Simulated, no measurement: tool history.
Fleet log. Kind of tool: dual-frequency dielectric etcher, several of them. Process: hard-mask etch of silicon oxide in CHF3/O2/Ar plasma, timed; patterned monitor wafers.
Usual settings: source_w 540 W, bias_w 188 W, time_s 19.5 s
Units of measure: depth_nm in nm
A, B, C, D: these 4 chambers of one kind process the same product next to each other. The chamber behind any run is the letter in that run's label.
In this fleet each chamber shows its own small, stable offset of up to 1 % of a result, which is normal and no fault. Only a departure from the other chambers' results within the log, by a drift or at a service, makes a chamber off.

run,hour,source_w,bias_w,time_s,hours since the last wet clean,hours since the last source power generator calibration,hours since the last bias power generator calibration,"read-back reference wafer on the same gauge, depth_nm",depth_nm
1C,4.1,540,188,19.5,301.9,426.0,2093.2,37.749,37.718
2B,7.9,540,188,19.5,393.0,1560.4,1133.4,37.846,37.817
3A,14.3,540,188,19.5,21.8,832.8,386.9,37.814,37.329
4D,20.9,540,188,19.5,216.1,1802.7,1369.2,37.798,37.455
5A,24.6,540,188,19.5,32.1,843.1,397.2,37.814,37.654
6D,28.5,540,188,19.5,223.7,1810.3,1376.8,37.794,37.396
7C,31.6,540,188,19.5,329.4,453.5,2120.7,37.842,37.952
8B,35.6,540,188,19.5,420.7,1588.1,1161.1,37.738,38.383
9D,40.9,540,188,19.5,236.1,1822.7,1389.2,37.796,37.451
10A,46.1,540,188,19.5,53.6,864.6,418.7,37.752,37.351
11B,52.6,540,188,19.5,437.7,1605.1,1178.1,37.785,37.945
12C,57.3,540,188,19.5,355.1,479.2,2146.4,37.780,37.750
13D,63.8,540,188,19.5,259.0,1845.6,1412.1,37.835,37.426
14A,67.7,540,188,19.5,75.2,886.2,440.3,37.750,37.154
15B,73.7,540,188,19.5,458.8,1626.2,1199.2,37.829,37.652
16C,78.1,540,188,24.0,375.9,500.0,2167.2,37.782,46.166
17B,82.6,540,188,24.0,467.7,1635.1,1208.1,37.794,46.430
18C,88.8,540,188,24.0,386.6,510.7,2177.9,37.785,46.627
19D,95.2,540,188,24.0,290.4,1877.0,1443.5,37.782,45.866
20A,102.1,540,188,19.5,109.6,920.6,474.7,37.724,37.127
# hour 102.3: chamber B: wet clean of the chamber
21C,106.6,540,188,19.5,404.4,528.5,2195.7,37.833,37.683
22A,110.2,540,188,19.5,117.7,928.7,482.8,37.799,37.139
23B,114.3,540,188,19.5,12.0,1666.8,1239.8,37.748,40.226
24D,118.4,540,188,19.5,313.6,1900.2,1466.7,37.756,37.656
25A,124.5,540,188,19.5,132.0,943.0,497.1,37.816,37.756
26C,129.0,540,188,19.5,426.8,550.9,2218.1,37.845,37.715
27B,134.7,540,188,19.5,32.4,1687.2,1260.2,37.800,39.746
28D,141.4,540,188,19.5,336.6,1923.2,1489.7,37.829,37.242
29B,146.5,540,188,19.5,44.2,1699.0,1272.0,37.783,39.903
30A,153.4,540,188,19.5,160.9,971.9,526.0,37.704,37.558
31D,158.4,540,188,19.5,353.6,1940.2,1506.7,37.796,37.651
32C,162.2,540,188,19.5,460.0,584.1,2251.3,37.831,37.835
33C,168.1,480,188,16.0,465.9,590.0,2257.2,37.767,29.259

The same settings go to every chamber for the next run, one line per chamber below. Forecast the results for each:
34A,173.1,540,171,19.5,,,,,?
34B,173.1,540,171,19.5,,,,,?
34C,173.1,540,171,19.5,,,,,?
34D,173.1,540,171,19.5,,,,,?

run,depth_nm
34A,36.564
34B,38.657
34C,36.870
34D,36.285
